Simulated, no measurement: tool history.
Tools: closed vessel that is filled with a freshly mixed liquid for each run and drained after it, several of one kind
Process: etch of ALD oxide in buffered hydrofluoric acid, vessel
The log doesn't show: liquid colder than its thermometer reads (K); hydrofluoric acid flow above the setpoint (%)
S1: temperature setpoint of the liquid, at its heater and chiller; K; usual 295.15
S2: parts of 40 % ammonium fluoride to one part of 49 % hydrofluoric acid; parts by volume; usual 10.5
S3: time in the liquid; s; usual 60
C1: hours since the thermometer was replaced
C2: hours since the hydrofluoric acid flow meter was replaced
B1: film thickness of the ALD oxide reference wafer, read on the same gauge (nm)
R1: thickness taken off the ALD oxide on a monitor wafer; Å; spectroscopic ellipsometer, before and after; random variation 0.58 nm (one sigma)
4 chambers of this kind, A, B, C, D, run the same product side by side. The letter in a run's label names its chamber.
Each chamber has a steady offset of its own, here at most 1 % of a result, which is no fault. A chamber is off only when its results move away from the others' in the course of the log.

Run 1B, hour 7.9: usual settings; C1 375.4; C2 688; B1 100. Result: R1 637.58 Å.
Run 2D, hour 12.9: usual settings; C1 913.6; C2 831.8; B1 99.999. Result: R1 635.5 Å.
Run 3C, hour 20: usual settings; C1 28.1; C2 1787.8; B1 100.01. Result: R1 636.35 Å.
Run 4A, hour 24.7: usual settings; C1 469.8; C2 1057.9; B1 99.989. Result: R1 634.68 Å.
At hour 25.1: chamber D: hydrofluoric acid flow meter replaced.
Run 5B, hour 32.8: usual settings; C1 400.3; C2 712.9; B1 99.978. Result: R1 641.3 Å.
Run 6C, hour 37.6: usual settings; C1 45.7; C2 1805.4; B1 100.01. Result: R1 645.02 Å.
Run 7A, hour 43.4: usual settings; C1 488.5; C2 1076.6; B1 99.992. Result: R1 646.67 Å.
Run 8D, hour 50.4: usual settings; C1 951.1; C2 25.4; B1 99.979. Result: R1 627.07 Å.
Run 9C, hour 58: usual settings; C1 66.1; C2 1825.8; B1 99.991. Result: R1 643.43 Å.
Run 10D, hour 65.4: usual settings; C1 966.1; C2 40.4; B1 99.996. Result: R1 641.62 Å.
Run 11A, hour 69: usual settings; C1 514.1; C2 1102.2; B1 99.999. Result: R1 638.12 Å.
Run 12B, hour 73.9: usual settings but S3 90 s; C1 441.4; C2 754; B1 99.979. Result: R1 963.64 Å.
Run 13B, hour 81: usual settings but S3 90 s; C1 448.5; C2 761.1; B1 100.01. Result: R1 948.63 Å.
Run 14A, hour 87.1: usual settings but S3 90 s; C1 532.2; C2 1120.3; B1 100.02. Result: R1 952.96 Å.
Run 15D, hour 91.9: usual settings but S3 90 s; C1 992.6; C2 66.9; B1 99.976. Result: R1 946.78 Å.
Run 16C, hour 97.9: usual settings; C1 106; C2 1865.7; B1 100.01. Result: R1 643.79 Å.
Run 17C, hour 103.4: usual settings; C1 111.5; C2 1871.2; B1 100.01. Result: R1 635.74 Å.
Run 18A, hour 110.9: usual settings; C1 556; C2 1144.1; B1 100.01. Result: R1 639.01 Å.
Run 19D, hour 116.3: usual settings; C1 1017; C2 91.3; B1 99.985. Result: R1 649.39 Å.
Run 20B, hour 124: usual settings; C1 491.5; C2 804.1; B1 100.02. Result: R1 634.14 Å.
Run 21C, hour 130.8: usual settings; C1 138.9; C2 1898.6; B1 100.01. Result: R1 639.37 Å.
Run 22B, hour 137.3: usual settings; C1 504.8; C2 817.4; B1 99.996. Result: R1 638.82 Å.
Run 23A, hour 143.2: usual settings but S1 298.65 K, S3 35 s; C1 588.3; C2 1176.4; B1 100.02. Result: R1 448.92 Å.
Run 24D, hour 150.4: usual settings but S1 298.65 K, S3 35 s; C1 1051.1; C2 125.4; B1 100. Result: R1 454.97 Å.
Run 25A, hour 157.8: usual settings but S1 298.65 K, S3 35 s; C1 602.9; C2 1191; B1 100. Result: R1 444.79 Å.
Run 26B, hour 165.9: usual settings but S1 298.65 K, S3 35 s; C1 533.4; C2 846; B1 99.991. Result: R1 459.83 Å.
Run 27D, hour 171.8: usual settings but S3 50 s; C1 1072.5; C2 146.8; B1 100.01. Result: R1 538.25 Å.
Run 28C, hour 175.8: usual settings but S3 50 s; C1 183.9; C2 1943.6; B1 99.995. Result: R1 537.47 Å.
Run 29D, hour 183.1: usual settings but S3 50 s; C1 1083.8; C2 158.1; B1 99.983. Result: R1 530.25 Å.

All 4 chambers run these settings next. Forecast each chamber's results:
Run 30A, hour 189: usual settings but S1 293.65 K. Result: R1 ?.
Run 30B, hour 189: usual settings but S1 293.65 K. Result: R1 ?.
Run 30C, hour 189: usual settings but S1 293.65 K. Result: R1 ?.
Run 30D, hour 189: usual settings but S1 293.65 K. Result: R1 ?.

run      R1
30A  592.23
30B  591.04
30C  598.96
30D  584.09
